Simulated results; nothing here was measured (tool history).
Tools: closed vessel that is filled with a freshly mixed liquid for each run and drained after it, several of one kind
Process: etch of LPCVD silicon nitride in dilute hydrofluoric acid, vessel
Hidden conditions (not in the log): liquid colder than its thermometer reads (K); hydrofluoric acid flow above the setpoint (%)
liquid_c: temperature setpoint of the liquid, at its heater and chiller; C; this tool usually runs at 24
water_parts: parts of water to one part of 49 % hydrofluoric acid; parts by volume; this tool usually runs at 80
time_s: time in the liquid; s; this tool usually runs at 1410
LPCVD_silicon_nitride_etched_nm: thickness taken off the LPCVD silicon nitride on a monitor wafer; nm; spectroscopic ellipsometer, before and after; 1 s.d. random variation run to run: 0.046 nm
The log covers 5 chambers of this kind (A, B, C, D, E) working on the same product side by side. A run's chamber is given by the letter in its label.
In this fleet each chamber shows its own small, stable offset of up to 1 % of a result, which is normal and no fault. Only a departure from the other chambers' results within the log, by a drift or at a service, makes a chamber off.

| run | hour | liquid_c | water_parts | time_s | hours since the thermometer was replaced | hours since the hydrofluoric acid flow meter was replaced | read-back film thickness of the LPCVD silicon nitride reference wafer, read on the same gauge (nm) | LPCVD_silicon_nitride_etched_nm |
|---|---|---|---|---|---|---|---|---|
| 1A | 4.2 | 24 | 80 | 1410 | 350.4 | 1116.9 | 109.98 | 8.2854 |
| 2C | 7.2 | 24 | 80 | 1410 | 431.2 | 1628.1 | 109.98 | 8.2440 |
| 3E | 11.6 | 24 | 80 | 1410 | 1523.5 | 392.0 | 110.02 | 8.2119 |
| 4B | 14.9 | 24 | 80 | 1410 | 173.1 | 648.5 | 110.02 | 8.3161 |
| 5D | 19.1 | 24 | 80 | 1410 | 2887.8 | 792.1 | 110.00 | 8.2262 |
| 6A | 21.8 | 24 | 80 | 1410 | 368.0 | 1134.5 | 110.02 | 8.2992 |
| 7B | 25.4 | 24 | 80 | 1410 | 183.6 | 659.0 | 110.01 | 8.1900 |
| 8C | 30.6 | 24 | 80 | 1410 | 454.6 | 1651.5 | 110.00 | 8.2317 |
| 9D | 34.5 | 24 | 80 | 1410 | 2903.2 | 807.5 | 110.01 | 8.3020 |
| 10E | 37.1 | 24 | 80 | 1410 | 1549.0 | 417.5 | 110.02 | 8.2419 |
| 11C | 41.5 | 24 | 80 | 1410 | 465.5 | 1662.4 | 110.00 | 8.1913 |
| 12E | 44.6 | 24 | 80 | 1410 | 1556.5 | 425.0 | 110.01 | 8.3307 |
| 13D | 48.0 | 22 | 80 | 1745 | 2916.7 | 821.0 | 110.02 | 8.9028 |
| 14A | 52.2 | 22 | 80 | 1745 | 398.4 | 1164.9 | 110.00 | 8.9396 |
| 15B | 54.8 | 22 | 80 | 1745 | 213.0 | 688.4 | 109.99 | 8.7720 |
| 16A | 57.6 | 22 | 80 | 1745 | 403.8 | 1170.3 | 109.99 | 8.9986 |
| 17B | 61.8 | 22 | 80 | 1745 | 220.0 | 695.4 | 110.03 | 8.7751 |
| 18E | 65.8 | 24 | 80 | 1410 | 1577.7 | 446.2 | 110.05 | 8.2676 |
| 19D | 71.0 | 24 | 80 | 830 | 2939.7 | 844.0 | 109.95 | 4.8425 |
| 20C | 74.1 | 24 | 80 | 830 | 498.1 | 1695.0 | 110.03 | 4.8516 |
| 21A | 78.4 | 24 | 80 | 830 | 424.6 | 1191.1 | 109.98 | 4.8725 |
| 22D | 82.0 | 24 | 80 | 830 | 2950.7 | 855.0 | 109.99 | 4.7919 |
| 23B | 84.6 | 24 | 80 | 830 | 242.8 | 718.2 | 109.96 | 4.7153 |
| 24E | 87.2 | 24 | 80 | 1410 | 1599.1 | 467.6 | 109.98 | 8.2270 |
| 25C | 92.0 | 24 | 80 | 1410 | 516.0 | 1712.9 | 109.99 | 8.1830 |
| 26D | 95.1 | 24 | 80 | 1410 | 2963.8 | 868.1 | 110.05 | 8.2193 |
| 27A | 99.1 | 24 | 80 | 1410 | 445.3 | 1211.8 | 110.00 | 8.3345 |
| 28C | 102.2 | 24 | 80 | 1410 | 526.2 | 1723.1 | 109.97 | 8.1276 |
| 29B | 107.0 | 24 | 100 | 1910 | 265.2 | 740.6 | 109.98 | 8.6770 |
| 30E | 111.6 | 24 | 100 | 1910 | 1623.5 | 492.0 | 109.98 | 9.0129 |
|  | 111.7 | chamber D: thermometer replaced |
| 31B | 115.5 | 24 | 100 | 1910 | 273.7 | 749.1 | 110.01 | 8.6030 |
| 32A | 118.8 | 24 | 100 | 1910 | 465.0 | 1231.5 | 110.01 | 9.0706 |
| 33C | 121.3 | 24 | 100 | 1910 | 545.3 | 1742.2 | 110.06 | 8.9735 |
| 34E | 126.5 | 24 | 80 | 1410 | 1638.4 | 506.9 | 110.02 | 8.2475 |
| 35D | 128.8 | 24 | 80 | 1410 | 17.1 | 901.8 | 110.01 | 8.3095 |
| 36C | 133.4 | 27 | 80 | 870 | 557.4 | 1754.3 | 110.03 | 6.1966 |
| 37A | 137.6 | 27 | 80 | 870 | 483.8 | 1250.3 | 109.98 | 6.2014 |
| 38D | 142.2 | 27 | 80 | 870 | 30.5 | 915.2 | 110.02 | 6.2301 |

Is one chamber off against the others, does the gauge drift, or is nothing wrong? If a chamber is off, say which, and what the likeliest cause is.

Chamber B drifts away from the others.
Most likely cause: liquid colder than its thermometer reads (K) = 0.91.
The log might look much the same if the cause were instead: hydrofluoric acid flow below the setpoint (%).

Here are 4 candidates for chamber B's next run, each the usual settings with a change, their results left as question marks. Which one brings its results back in line with what the others give on the usual settings?
In line means no further than this from the other chambers' mean on the usual settings: LPCVD_silicon_nitride_etched_nm 0.1600 nm
| 39B-1 | 146.0 | 24 | 80 | 1500 |  |  |  | ? |
| 39B-2 | 146.0 | 24 | 80 | 1445 |  |  |  | ? |
| 39B-3 | 146.0 | 24 | 80 | 1380 |  |  |  | ? |
| 39B-4 | 146.0 | 24 | 80 | 1320 |  |  |  | ? |

The other chambers' mean on the usual settings: LPCVD_silicon_nitride_etched_nm 8.2607 nm
| run | LPCVD_silicon_nitride_etched_nm |
|---|---|
| 39B-1 | 8.2835 |
| 39B-2 | 7.9798 |
| 39B-3 | 7.6208 |
| 39B-4 | 7.2895 |
With 39B-1, the chamber falls back in line with the rest.

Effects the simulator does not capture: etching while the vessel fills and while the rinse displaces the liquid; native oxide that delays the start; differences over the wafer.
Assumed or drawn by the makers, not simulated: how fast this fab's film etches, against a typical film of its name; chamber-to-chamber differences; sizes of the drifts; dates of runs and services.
